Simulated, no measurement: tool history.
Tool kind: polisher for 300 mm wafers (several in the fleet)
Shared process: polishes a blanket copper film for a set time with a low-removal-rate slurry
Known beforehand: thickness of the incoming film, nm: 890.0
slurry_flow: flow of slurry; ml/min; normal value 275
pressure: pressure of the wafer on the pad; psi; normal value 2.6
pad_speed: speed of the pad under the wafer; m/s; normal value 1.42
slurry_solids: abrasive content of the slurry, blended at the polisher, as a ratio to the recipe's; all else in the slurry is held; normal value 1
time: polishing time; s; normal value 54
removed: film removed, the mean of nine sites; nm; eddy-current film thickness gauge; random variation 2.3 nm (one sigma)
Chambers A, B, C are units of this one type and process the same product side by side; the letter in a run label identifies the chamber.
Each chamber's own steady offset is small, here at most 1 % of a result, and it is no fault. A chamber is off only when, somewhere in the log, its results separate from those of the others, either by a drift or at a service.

run,day,slurry_flow,pressure,pad_speed,slurry_solids,time,removed
1B,0.633,275,2.6,1.42,1,54,184.75
# day 0.821: chamber B: worn pad replaced by a new one
2A,0.971,275,2.6,1.42,1,54,184.52
3C,1.338,275,2.6,1.42,1,54,186.73
# day 1.683: chamber C: worn pad replaced by a new one
4A,1.875,275,2.6,1.42,1,54,185.66
5C,2.458,275,2.6,1.42,1,54,186.47
# day 2.667: chamber C: slurry blender recalibrated
# day 2.946: chamber B: head pressure recalibrated
6B,3.042,275,2.6,1.42,1,54,184.7
# day 3.271: chamber B: worn pad replaced by a new one
7B,3.508,275,2.6,1.42,1,54,179.81
8A,4.083,275,2.6,1.42,1,54,187.11
# day 4.592: chamber A: slurry blender recalibrated
9C,4.604,320,2.6,1.42,1,70,247.87
10B,4.896,320,2.6,1.42,1,70,240.58
11C,5.325,320,2.6,1.42,1,70,241.11
12A,5.65,275,2.6,1.42,0.8,64,206.69
# day 5.725: chamber C: worn pad replaced by a new one
# day 5.942: chamber B: slurry blender recalibrated
13B,6.133,275,2.6,1.42,0.8,64,209.56
# day 6.367: chamber B: worn pad replaced by a new one
14C,6.475,275,2.6,1.42,0.8,64,211.33
15A,6.975,275,2.6,1.42,1,54,186.91
16C,7.396,275,2.1,1.42,1.25,54,157.5
# day 7.892: chamber C: head pressure recalibrated
17B,8.004,275,2.1,1.42,1.25,54,154.89
18A,8.492,275,2.1,1.42,1.25,54,155.16
19C,8.967,275,2.6,1.42,1,54,188.85
# day 9.254: chamber C: worn pad replaced by a new one
# day 9.458: chamber B: worn pad replaced by a new one
20A,9.458,275,2.6,1.42,1,54,181.48
21B,10.033,275,2.6,1.42,1,54,178.44
22B,10.433,275,2.6,1.42,1,54,184.46
23C,10.954,275,2.6,1.42,1,54,186.05
24A,11.446,275,2.6,1.42,1,54,181.97
25B,11.742,275,2.6,1.42,1,54,185.36
# day 11.804: chamber A: head pressure recalibrated
# day 12.192: chamber C: slurry nozzle cleaned
26A,12.279,275,2.6,1.42,1,54,173.7
# day 12.542: chamber C: worn pad replaced by a new one
27C,12.771,275,2.6,1.42,1,54,189.01

For the next run the whole fleet of 3 chambers uses the same settings. Give each chamber's results:
28A,13.238,275,2.6,1.42,1,54,?
28B,13.238,275,2.6,1.42,1,54,?
28C,13.238,275,2.6,1.42,1,54,?

run,removed
28A,175.93
28B,182.7
28C,188.7

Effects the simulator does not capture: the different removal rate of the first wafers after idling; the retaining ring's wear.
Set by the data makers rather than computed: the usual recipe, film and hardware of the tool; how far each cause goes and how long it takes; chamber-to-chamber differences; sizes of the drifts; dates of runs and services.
